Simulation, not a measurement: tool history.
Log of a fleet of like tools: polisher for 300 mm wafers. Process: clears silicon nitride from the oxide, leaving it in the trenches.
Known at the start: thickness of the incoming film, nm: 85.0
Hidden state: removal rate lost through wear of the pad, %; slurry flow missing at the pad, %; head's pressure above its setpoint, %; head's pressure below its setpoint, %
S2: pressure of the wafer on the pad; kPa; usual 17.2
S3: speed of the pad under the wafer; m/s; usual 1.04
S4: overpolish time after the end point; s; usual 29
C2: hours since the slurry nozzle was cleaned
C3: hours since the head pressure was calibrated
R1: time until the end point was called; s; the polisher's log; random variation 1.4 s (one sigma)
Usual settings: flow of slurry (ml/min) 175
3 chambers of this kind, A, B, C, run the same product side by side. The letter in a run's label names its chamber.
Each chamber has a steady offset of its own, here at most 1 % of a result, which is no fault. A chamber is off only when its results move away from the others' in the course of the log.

Run 1A, hour 11.8: usual settings; wafers polished on this pad 440; C2 175.6; C3 326.7. Result: R1 106.07 s.
At hour 18: chamber C: slurry nozzle cleaned.
Run 2B, hour 23.3: usual settings; wafers polished on this pad 534; C2 103; C3 594.5. Result: R1 106.71 s.
Run 3C, hour 32: usual settings; wafers polished on this pad 743; C2 14.1; C3 813.4. Result: R1 106.71 s.
Run 4A, hour 38.8: usual settings; wafers polished on this pad 570; C2 202.6; C3 353.7. Result: R1 107.6 s.
Run 5C, hour 45.6: usual settings; wafers polished on this pad 808; C2 27.7; C3 827. Result: R1 106.73 s.
Run 6B, hour 56.2: usual settings; wafers polished on this pad 693; C2 135.9; C3 627.4. Result: R1 105.58 s.
Run 7C, hour 64.4: usual settings; wafers polished on this pad 899; C2 46.5; C3 845.8. Result: R1 106.14 s.
Run 8B, hour 76.1: usual settings; wafers polished on this pad 789; C2 155.8; C3 647.3. Result: R1 107.72 s.
Run 9A, hour 84.1: usual settings; wafers polished on this pad 788; C2 247.9; C3 399. Result: R1 104.82 s.
Run 10A, hour 89.9: usual settings; wafers polished on this pad 816; C2 253.7; C3 404.8. Result: R1 105.77 s.
Run 11B, hour 101: usual settings; wafers polished on this pad 908; C2 180.7; C3 672.2. Result: R1 106.41 s.
Run 12C, hour 111: usual settings but S3 0.88 m/s; wafers polished on this pad 1123; C2 93.1; C3 892.4. Result: R1 128.35 s.
Run 13C, hour 120.3: usual settings but S3 0.88 m/s; wafers polished on this pad 1168; C2 102.4; C3 901.7. Result: R1 130.34 s.
Run 14B, hour 130.3: usual settings but S3 0.88 m/s; wafers polished on this pad 1050; C2 210; C3 701.5. Result: R1 129.05 s.
Run 15A, hour 137.6: usual settings but S4 17 s; wafers polished on this pad 1046; C2 301.4; C3 452.5. Result: R1 108.03 s.
Run 16C, hour 147.1: usual settings but S4 17 s; wafers polished on this pad 1297; C2 129.2; C3 928.5. Result: R1 110.5 s.
Run 17A, hour 156.5: usual settings but S4 17 s; wafers polished on this pad 1137; C2 320.3; C3 471.4. Result: R1 107.03 s.
At hour 165.4: chamber B: worn pad replaced by a new one.
Run 18B, hour 167.4: usual settings; wafers polished on this pad 9; C2 247.1; C3 738.6. Result: R1 105.89 s.
Run 19B, hour 179.4: usual settings; wafers polished on this pad 67; C2 259.1; C3 750.6. Result: R1 105.58 s.
Run 20C, hour 188.9: usual settings; wafers polished on this pad 1498; C2 171; C3 970.3. Result: R1 111.24 s.
Run 21A, hour 197.4: usual settings; wafers polished on this pad 1334; C2 361.2; C3 512.3. Result: R1 108.92 s.
Run 22A, hour 206.5: usual settings; wafers polished on this pad 1377; C2 370.3; C3 521.4. Result: R1 106.57 s.
At hour 214: chamber B: slurry nozzle cleaned.
Run 23C, hour 215.9: usual settings; wafers polished on this pad 1628; C2 198; C3 997.3. Result: R1 114.34 s.
Run 24B, hour 224.8: usual settings; wafers polished on this pad 286; C2 10.8; C3 796. Result: R1 104.36 s.
Run 25B, hour 234.8: usual settings; wafers polished on this pad 334; C2 20.8; C3 806. Result: R1 105.84 s.

Next, every chamber runs the same settings. What will each give?
Run 26A, hour 243.4: usual settings but flow of slurry (ml/min) 195. Result: R1 ?.
Run 26B, hour 243.4: usual settings but flow of slurry (ml/min) 195. Result: R1 ?.
Run 26C, hour 243.4: usual settings but flow of slurry (ml/min) 195. Result: R1 ?.

run      R1
26A   105.3
26B  104.72
26C  115.47
